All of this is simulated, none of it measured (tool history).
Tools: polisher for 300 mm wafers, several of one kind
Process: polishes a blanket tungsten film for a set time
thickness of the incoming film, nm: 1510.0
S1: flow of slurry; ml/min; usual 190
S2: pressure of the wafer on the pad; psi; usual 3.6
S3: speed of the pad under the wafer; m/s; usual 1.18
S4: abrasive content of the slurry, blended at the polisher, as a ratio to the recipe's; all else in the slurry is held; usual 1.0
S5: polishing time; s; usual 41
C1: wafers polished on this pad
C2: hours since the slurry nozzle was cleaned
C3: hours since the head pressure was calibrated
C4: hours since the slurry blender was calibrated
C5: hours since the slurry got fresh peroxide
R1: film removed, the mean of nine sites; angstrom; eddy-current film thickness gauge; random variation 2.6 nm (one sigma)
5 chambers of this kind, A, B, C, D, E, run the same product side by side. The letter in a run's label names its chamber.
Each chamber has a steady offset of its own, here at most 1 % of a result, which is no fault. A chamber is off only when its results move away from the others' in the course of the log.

Run 1C, hour 6.3: usual settings; C1 603; C2 244.5; C3 239.2; C4 292.4; C5 38.8. Result: R1 2622.8 angstrom.
At hour 13.6: chamber D: slurry nozzle cleaned.
Run 2E, hour 13.6: usual settings; C1 339; C2 593.7; C3 420.4; C4 184.5; C5 29.4. Result: R1 2622.6 angstrom.
At hour 16.1: chamber C: slurry tank refilled with fresh slurry and peroxide.
Run 3A, hour 17.5: usual settings; C1 508; C2 183.3; C3 777.6; C4 182.5; C5 56.3. Result: R1 2609.9 angstrom.
At hour 19.7: chamber D: worn pad replaced by a new one.
Run 4D, hour 23.5: usual settings; C1 61; C2 10.0; C3 158.9; C4 155.2; C5 74.1. Result: R1 2632.8 angstrom.
At hour 25.5: chamber D: slurry tank refilled with fresh slurry and peroxide.
Run 5B, hour 28.2: usual settings; C1 899; C2 369.0; C3 507.3; C4 347.7; C5 36.4. Result: R1 2618.0 angstrom.
At hour 30.4: chamber A: slurry tank refilled with fresh slurry and peroxide.
At hour 32.8: chamber A: worn pad replaced by a new one.
At hour 33.9: chamber C: slurry blender recalibrated.
At hour 34.8: chamber C: worn pad replaced by a new one.
Run 6A, hour 35.5: usual settings; C1 44; C2 201.3; C3 795.6; C4 200.5; C5 5.1. Result: R1 2620.7 angstrom.
Run 7E, hour 39.8: usual settings but S1 215 ml/min, S4 0.7; C1 760; C2 619.9; C3 446.6; C4 210.7; C5 55.6. Result: R1 2483.0 angstrom.
At hour 43.2: chamber E: slurry tank refilled with fresh slurry and peroxide.
Run 8C, hour 47.5: usual settings but S1 215 ml/min, S4 0.7; C1 204; C2 285.7; C3 280.4; C4 13.6; C5 31.4. Result: R1 2442.4 angstrom.
At hour 47.7: chamber E: worn pad replaced by a new one.
At hour 51.2: chamber B: worn pad replaced by a new one.
At hour 51.3: chamber B: slurry tank refilled with fresh slurry and peroxide.
Run 9B, hour 53.4: usual settings but S1 215 ml/min, S4 0.7; C1 35; C2 394.2; C3 532.5; C4 372.9; C5 2.2. Result: R1 2451.5 angstrom.
Run 10D, hour 57.7: usual settings but S1 215 ml/min, S4 0.7; C1 610; C2 44.2; C3 193.1; C4 189.4; C5 32.2. Result: R1 2461.2 angstrom.
Run 11E, hour 64.9: usual settings but S1 215 ml/min, S4 0.7; C1 277; C2 645.0; C3 471.7; C4 235.8; C5 21.8. Result: R1 2518.6 angstrom.
At hour 66.1: chamber C: slurry tank refilled with fresh slurry and peroxide.
Run 12A, hour 69.0: usual settings; C1 582; C2 234.8; C3 829.1; C4 234.0; C5 38.6. Result: R1 2558.2 angstrom.
Run 13B, hour 73.3: usual settings; C1 355; C2 414.1; C3 552.4; C4 392.8; C5 22.1. Result: R1 2701.2 angstrom.
Run 14C, hour 79.0: usual settings; C1 710; C2 317.2; C3 311.9; C4 45.1; C5 12.9. Result: R1 2681.4 angstrom.
At hour 84.1: chamber A: head pressure recalibrated.
At hour 84.8: chamber A: worn pad replaced by a new one.
Run 15D, hour 86.1: usual settings; C1 1067; C2 72.6; C3 221.5; C4 217.8; C5 60.6. Result: R1 2637.9 angstrom.
At hour 87.6: chamber D: worn pad replaced by a new one.
At hour 90.1: chamber B: head pressure recalibrated.
At hour 91.0: chamber C: worn pad replaced by a new one.
At hour 91.8: chamber A: slurry tank refilled with fresh slurry and peroxide.
Run 16D, hour 92.6: usual settings; C1 81; C2 79.1; C3 228.0; C4 224.3; C5 67.1. Result: R1 2645.8 angstrom.
At hour 97.4: chamber D: slurry tank refilled with fresh slurry and peroxide.
Run 17B, hour 97.5: usual settings; C1 744; C2 438.3; C3 7.4; C4 417.0; C5 46.3. Result: R1 2607.3 angstrom.
At hour 97.7: chamber E: slurry tank refilled with fresh slurry and peroxide.
At hour 98.5: chamber E: worn pad replaced by a new one.
Run 18C, hour 103.1: usual settings; C1 194; C2 341.3; C3 336.0; C4 69.2; C5 37.0. Result: R1 2619.5 angstrom.
At hour 107.6: chamber A: slurry blender recalibrated.
At hour 109.4: chamber E: slurry nozzle cleaned.
Run 19E, hour 110.0: usual settings; C1 185; C2 0.6; C3 516.8; C4 280.9; C5 12.3. Result: R1 2692.8 angstrom.
At hour 111.6: chamber C: slurry tank refilled with fresh slurry and peroxide.
Run 20A, hour 114.4: usual settings; C1 476; C2 280.2; C3 30.3; C4 6.9; C5 22.7. Result: R1 2603.4 angstrom.
Run 21B, hour 122.0: usual settings; C1 1138; C2 462.8; C3 31.9; C4 441.5; C5 70.8. Result: R1 2618.4 angstrom.
At hour 122.2: chamber B: slurry tank refilled with fresh slurry and peroxide.
At hour 124.1: chamber B: worn pad replaced by a new one.
Run 22A, hour 126.9: usual settings; C1 677; C2 292.7; C3 42.8; C4 19.4; C5 35.2. Result: R1 2588.2 angstrom.
At hour 131.0: chamber A: worn pad replaced by a new one.
Run 23E, hour 131.4: usual settings; C1 529; C2 22.0; C3 538.2; C4 302.3; C5 33.7. Result: R1 2656.7 angstrom.
Run 24C, hour 137.3: usual settings; C1 744; C2 375.5; C3 370.2; C4 103.4; C5 25.7. Result: R1 2653.7 angstrom.
Run 25D, hour 140.9: usual settings; C1 858; C2 127.4; C3 276.3; C4 272.6; C5 43.6. Result: R1 2646.1 angstrom.
At hour 148.2: chamber E: worn pad replaced by a new one.
Run 26C, hour 148.3: usual settings but S1 250 ml/min; C1 921; C2 386.5; C3 381.2; C4 114.4; C5 36.7. Result: R1 2679.0 angstrom.
At hour 152.6: chamber A: slurry tank refilled with fresh slurry and peroxide.
Run 27A, hour 153.6: usual settings but S1 250 ml/min; C1 364; C2 319.4; C3 69.5; C4 46.1; C5 1.1. Result: R1 2676.5 angstrom.
At hour 160.4: chamber B: slurry blender recalibrated.
At hour 161.2: chamber E: slurry tank refilled with fresh slurry and peroxide.
Run 28D, hour 161.6: usual settings but S1 250 ml/min; C1 1191; C2 148.1; C3 297.0; C4 293.3; C5 64.3. Result: R1 2703.0 angstrom.
At hour 162.2: chamber C: worn pad replaced by a new one.
At hour 165.1: chamber C: slurry tank refilled with fresh slurry and peroxide.
Run 29B, hour 166.8: usual settings but S1 250 ml/min; C1 687; C2 507.6; C3 76.7; C4 6.5; C5 44.7. Result: R1 2758.7 angstrom.
At hour 167.5: chamber D: slurry tank refilled with fresh slurry and peroxide.
At hour 170.8: chamber D: worn pad replaced by a new one.
Run 30E, hour 173.4: usual settings but S1 250 ml/min; C1 405; C2 64.0; C3 580.2; C4 344.3; C5 12.3. Result: R1 2747.2 angstrom.
Run 31C, hour 177.9: usual settings; C1 253; C2 416.1; C3 410.8; C4 144.0; C5 12.8. Result: R1 2623.0 angstrom.
At hour 178.3: chamber A: worn pad replaced by a new one.
At hour 181.0: chamber C: slurry nozzle cleaned.
Run 32D, hour 181.8: usual settings; C1 178; C2 168.3; C3 317.2; C4 313.5; C5 14.3. Result: R1 2636.7 angstrom.
Run 33B, hour 185.2: usual settings but S5 28 s; C1 983; C2 526.0; C3 95.1; C4 24.9; C5 63.1. Result: R1 1803.9 angstrom.
Run 34E, hour 189.8: usual settings but S5 28 s; C1 668; C2 80.4; C3 596.6; C4 360.7; C5 28.7. Result: R1 1793.6 angstrom.
Run 35A, hour 197.6: usual settings but S5 28 s; C1 310; C2 363.4; C3 113.5; C4 90.1; C5 45.1. Result: R1 1800.5 angstrom.
At hour 198.3: chamber B: worn pad replaced by a new one.
At hour 198.5: chamber B: slurry tank refilled with fresh slurry and peroxide.
At hour 199.0: chamber E: worn pad replaced by a new one.
Run 36C, hour 203.7: usual settings but S5 28 s; C1 668; C2 22.7; C3 436.6; C4 169.8; C5 38.6. Result: R1 1786.3 angstrom.
At hour 208.0: chamber D: slurry blender recalibrated.
Run 37D, hour 208.4: usual settings but S5 28 s; C1 605; C2 194.9; C3 343.8; C4 0.4; C5 40.9. Result: R1 1780.1 angstrom.
Run 38A, hour 214.8: usual settings; C1 586; C2 380.6; C3 130.7; C4 107.3; C5 62.3. Result: R1 2634.7 angstrom.
At hour 218.4: chamber E: slurry tank refilled with fresh slurry and peroxide.
Run 39E, hour 221.0: usual settings; C1 353; C2 111.6; C3 627.8; C4 391.9; C5 2.6. Result: R1 2641.8 angstrom.
At hour 221.8: chamber A: slurry tank refilled with fresh slurry and peroxide.
Run 40B, hour 227.1: usual settings; C1 463; C2 567.9; C3 137.0; C4 66.8; C5 28.6. Result: R1 2605.9 angstrom.
At hour 230.1: chamber A: worn pad replaced by a new one.
At hour 232.0: chamber D: slurry tank refilled with fresh slurry and peroxide.
Run 41D, hour 234.2: usual settings; C1 1020; C2 220.7; C3 369.6; C4 26.2; C5 2.2. Result: R1 2627.4 angstrom.
Run 42A, hour 238.2: usual settings; C1 130; C2 404.0; C3 154.1; C4 130.7; C5 16.4. Result: R1 2564.8 angstrom.
At hour 243.5: chamber E: slurry blender recalibrated.
Run 43B, hour 243.9: usual settings; C1 734; C2 584.7; C3 153.8; C4 83.6; C5 45.4. Result: R1 2679.8 angstrom.
At hour 249.8: chamber E: worn pad replaced by a new one.
Run 44E, hour 249.9: usual settings; C1 1; C2 140.5; C3 656.7; C4 6.4; C5 31.5. Result: R1 2621.4 angstrom.

What goes on in this fleet: one chamber off, a drifting gauge, or nothing beyond the chambers' own small offsets? Name the chamber and the cause, if any.

No chamber stands off beyond its own small offset, and the gauge holds steady.
